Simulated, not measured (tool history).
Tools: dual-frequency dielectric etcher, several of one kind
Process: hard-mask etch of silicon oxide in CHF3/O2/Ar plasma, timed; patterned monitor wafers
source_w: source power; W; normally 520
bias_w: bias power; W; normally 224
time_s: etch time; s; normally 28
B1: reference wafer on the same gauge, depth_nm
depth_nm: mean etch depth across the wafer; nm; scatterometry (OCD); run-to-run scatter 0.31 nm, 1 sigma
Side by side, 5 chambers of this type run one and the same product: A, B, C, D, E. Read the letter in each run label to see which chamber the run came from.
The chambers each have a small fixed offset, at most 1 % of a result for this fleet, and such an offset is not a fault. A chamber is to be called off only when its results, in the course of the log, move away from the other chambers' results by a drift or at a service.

{"run": "1E", "day": 0.642, "source_w": 520, "bias_w": 224, "time_s": 28, "B1": 48.642, "depth_nm": 57.134}
{"run": "2D", "day": 1.154, "source_w": 520, "bias_w": 224, "time_s": 28, "B1": 48.745, "depth_nm": 56.779}
{"day": 1.383, "done": "chamber B: source power generator calibrated"}
{"run": "3C", "day": 1.596, "source_w": 520, "bias_w": 224, "time_s": 28, "B1": 48.715, "depth_nm": 57.138}
{"run": "4B", "day": 2.225, "source_w": 520, "bias_w": 224, "time_s": 28, "B1": 48.684, "depth_nm": 55.947}
{"run": "5A", "day": 2.6, "source_w": 520, "bias_w": 246, "time_s": 28, "B1": 48.721, "depth_nm": 58.97}
{"run": "6D", "day": 3.212, "source_w": 520, "bias_w": 246, "time_s": 28, "B1": 48.751, "depth_nm": 58.828}
{"run": "7A", "day": 3.783, "source_w": 520, "bias_w": 246, "time_s": 28, "B1": 48.735, "depth_nm": 58.977}
{"day": 3.95, "done": "chamber B: bias power generator calibrated"}
{"run": "8B", "day": 4.4, "source_w": 520, "bias_w": 246, "time_s": 28, "B1": 48.66, "depth_nm": 58.63}
{"day": 4.942, "done": "chamber A: wet clean of the chamber"}
{"run": "9E", "day": 4.95, "source_w": 520, "bias_w": 246, "time_s": 28, "B1": 48.732, "depth_nm": 58.684}
{"run": "10C", "day": 5.467, "source_w": 520, "bias_w": 224, "time_s": 28, "B1": 48.675, "depth_nm": 56.841}
{"run": "11E", "day": 6.096, "source_w": 520, "bias_w": 224, "time_s": 28, "B1": 48.735, "depth_nm": 57.491}
{"run": "12D", "day": 6.5, "source_w": 520, "bias_w": 224, "time_s": 28, "B1": 48.711, "depth_nm": 57.083}
{"run": "13B", "day": 7.05, "source_w": 520, "bias_w": 224, "time_s": 28, "B1": 48.727, "depth_nm": 55.695}
{"day": 7.438, "done": "chamber E: wet clean of the chamber"}
{"run": "14C", "day": 7.542, "source_w": 520, "bias_w": 224, "time_s": 28, "B1": 48.775, "depth_nm": 56.567}
{"day": 7.904, "done": "chamber B: wet clean of the chamber"}
{"run": "15A", "day": 8.175, "source_w": 520, "bias_w": 224, "time_s": 28, "B1": 48.65, "depth_nm": 56.151}
{"run": "16D", "day": 8.562, "source_w": 440, "bias_w": 194, "time_s": 28, "B1": 48.731, "depth_nm": 50.853}
{"run": "17B", "day": 9.088, "source_w": 440, "bias_w": 194, "time_s": 28, "B1": 48.723, "depth_nm": 50.162}
{"run": "18E", "day": 9.433, "source_w": 440, "bias_w": 194, "time_s": 28, "B1": 48.734, "depth_nm": 50.746}
{"run": "19A", "day": 10.021, "source_w": 440, "bias_w": 194, "time_s": 28, "B1": 48.697, "depth_nm": 51.056}
{"run": "20C", "day": 10.342, "source_w": 440, "bias_w": 194, "time_s": 28, "B1": 48.667, "depth_nm": 50.444}
{"run": "21A", "day": 10.9, "source_w": 400, "bias_w": 202, "time_s": 28, "B1": 48.66, "depth_nm": 49.622}
{"run": "22B", "day": 11.508, "source_w": 400, "bias_w": 202, "time_s": 28, "B1": 48.706, "depth_nm": 49.173}
{"run": "23E", "day": 12.129, "source_w": 400, "bias_w": 202, "time_s": 28, "B1": 48.686, "depth_nm": 49.751}
{"run": "24D", "day": 12.671, "source_w": 400, "bias_w": 202, "time_s": 28, "B1": 48.748, "depth_nm": 49.935}
{"run": "25C", "day": 13.038, "source_w": 400, "bias_w": 202, "time_s": 28, "B1": 48.699, "depth_nm": 49.709}
{"run": "26C", "day": 13.667, "source_w": 520, "bias_w": 224, "time_s": 28, "B1": 48.792, "depth_nm": 56.567}
{"run": "27B", "day": 14.029, "source_w": 520, "bias_w": 224, "time_s": 28, "B1": 48.761, "depth_nm": 56.353}
{"run": "28D", "day": 14.55, "source_w": 520, "bias_w": 224, "time_s": 28, "B1": 48.746, "depth_nm": 56.627}
{"run": "29E", "day": 14.858, "source_w": 520, "bias_w": 224, "time_s": 28, "B1": 48.58, "depth_nm": 57.049}
{"run": "30A", "day": 15.383, "source_w": 420, "bias_w": 224, "time_s": 23, "B1": 48.666, "depth_nm": 43.244}
{"run": "31A", "day": 16.05, "source_w": 420, "bias_w": 224, "time_s": 23, "B1": 48.712, "depth_nm": 43.197}
{"run": "32D", "day": 16.654, "source_w": 420, "bias_w": 224, "time_s": 23, "B1": 48.716, "depth_nm": 43.315}
{"run": "33E", "day": 17.125, "source_w": 420, "bias_w": 224, "time_s": 23, "B1": 48.699, "depth_nm": 43.759}
{"run": "34C", "day": 17.488, "source_w": 420, "bias_w": 224, "time_s": 23, "B1": 48.696, "depth_nm": 43.12}
{"run": "35B", "day": 17.954, "source_w": 520, "bias_w": 224, "time_s": 28, "B1": 48.78, "depth_nm": 56.263}
{"run": "36C", "day": 18.462, "source_w": 520, "bias_w": 224, "time_s": 28, "B1": 48.722, "depth_nm": 56.278}
{"run": "37A", "day": 19.038, "source_w": 520, "bias_w": 224, "time_s": 28, "B1": 48.716, "depth_nm": 56.541}
{"run": "38B", "day": 19.55, "source_w": 520, "bias_w": 224, "time_s": 28, "B1": 48.625, "depth_nm": 56.577}
{"run": "39E", "day": 20.204, "source_w": 520, "bias_w": 224, "time_s": 28, "B1": 48.667, "depth_nm": 56.936}

The same settings go to every chamber for the next run, one line per chamber below. Forecast the results for each:
{"run": "40A", "day": 20.683, "source_w": 520, "bias_w": 201, "time_s": 28, "depth_nm": "?"}
{"run": "40B", "day": 20.683, "source_w": 520, "bias_w": 201, "time_s": 28, "depth_nm": "?"}
{"run": "40C", "day": 20.683, "source_w": 520, "bias_w": 201, "time_s": 28, "depth_nm": "?"}
{"run": "40D", "day": 20.683, "source_w": 520, "bias_w": 201, "time_s": 28, "depth_nm": "?"}
{"run": "40E", "day": 20.683, "source_w": 520, "bias_w": 201, "time_s": 28, "depth_nm": "?"}

run=40A depth_nm=54.441
run=40B depth_nm=53.556
run=40C depth_nm=54.251
run=40D depth_nm=55.245
run=40E depth_nm=55.146
